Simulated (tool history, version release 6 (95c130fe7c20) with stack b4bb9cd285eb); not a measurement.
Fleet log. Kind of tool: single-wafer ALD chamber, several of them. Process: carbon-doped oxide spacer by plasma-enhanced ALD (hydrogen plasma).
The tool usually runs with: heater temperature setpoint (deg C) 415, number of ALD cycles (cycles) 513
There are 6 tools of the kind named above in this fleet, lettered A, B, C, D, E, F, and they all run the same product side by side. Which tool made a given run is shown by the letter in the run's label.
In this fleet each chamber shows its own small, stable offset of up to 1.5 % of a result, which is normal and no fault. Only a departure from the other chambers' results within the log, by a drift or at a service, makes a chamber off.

run   hour  heater temperature setpoint (deg C)  number of ALD cycles (cycles)  read-back reference wafer on the same gauge, thickness_nm  mean film thickness on the monitor wafer (nm)
       7.1  -- chamber B: thermocouple changed; heater temperature recalibrated
 1E    9.8                                  415                            513                                                     24.611                                         24.576
 2C   18.3                                  415                            513                                                     24.615                                         24.220
 3A   26.4                                  415                            513                                                     24.617                                         24.545
 4F   37.5                                  415                            513                                                     24.624                                         24.706
 5B   44.8                                  415                            513                                                     24.621                                         24.660
 6D   53.5                                  415                            513                                                     24.627                                         24.617
 7B   62.2                                  415                            513                                                     24.635                                         24.639
 8C   67.5                                  415                            513                                                     24.640                                         24.145
 9A   73.0                                  415                            513                                                     24.638                                         24.528
10F   83.7                                  415                            513                                                     24.636                                         24.660
11D   89.8                                  420                            513                                                     24.648                                         24.116
12E   96.7                                  420                            513                                                     24.654                                         24.287
13A  105.2                                  420                            513                                                     24.641                                         24.182
14F  114.3                                  420                            513                                                     24.656                                         24.324
15C  121.3                                  420                            513                                                     24.661                                         23.826
16E  132.8                                  420                            513                                                     24.670                                         24.401
17B  139.5                                  415                            513                                                     24.679                                         24.775
18D  148.8                                  415                            513                                                     24.674                                         24.693
19D  157.5                                  415                            513                                                     24.684                                         24.628
20B  165.3                                  407                            513                                                     24.682                                         25.282
21E  176.2                                  407                            513                                                     24.686                                         25.321
22C  186.3                                  407                            513                                                     24.697                                         24.852
23F  194.0                                  407                            513                                                     24.687                                         25.358
24A  203.2                                  407                            513                                                     24.699                                         25.169
25B  208.3                                  407                            513                                                     24.714                                         25.292
26E  213.7                                  415                            513                                                     24.710                                         24.780
27F  221.4                                  426                            513                                                     24.706                                         23.957
28C  227.3                                  426                            513                                                     24.719                                         23.485
29D  236.2                                  426                            513                                                     24.721                                         23.838
30A  246.4                                  426                            513                                                     24.719                                         23.711
31B  256.8                                  426                            513                                                     24.725                                         23.801
32D  262.9                                  426                            513                                                     24.735                                         23.723
33F  272.1                                  415                            513                                                     24.733                                         24.810
34C  279.7                                  415                            513                                                     24.746                                         24.336
35E  287.9                                  415                            513                                                     24.741                                         24.773
36A  293.5                                  415                            513                                                     24.751                                         24.667
37B  302.3                                  415                            513                                                     24.757                                         24.687
38E  312.4                                  415                            513                                                     24.751                                         24.723

The same settings go to every chamber for the next run, one line per chamber below. Forecast the results for each:
39A  320.6                                  415                            513                                                                                                         ?
39B  320.6                                  415                            513                                                                                                         ?
39C  320.6                                  415                            513                                                                                                         ?
39D  320.6                                  415                            513                                                                                                         ?
39E  320.6                                  415                            513                                                                                                         ?
39F  320.6                                  415                            513                                                                                                         ?

run  mean film thickness on the monitor wafer (nm)
39A                                         24.643
39B                                         24.798
39C                                         24.287
39D                                         24.775
39E                                         24.766
39F                                         24.776
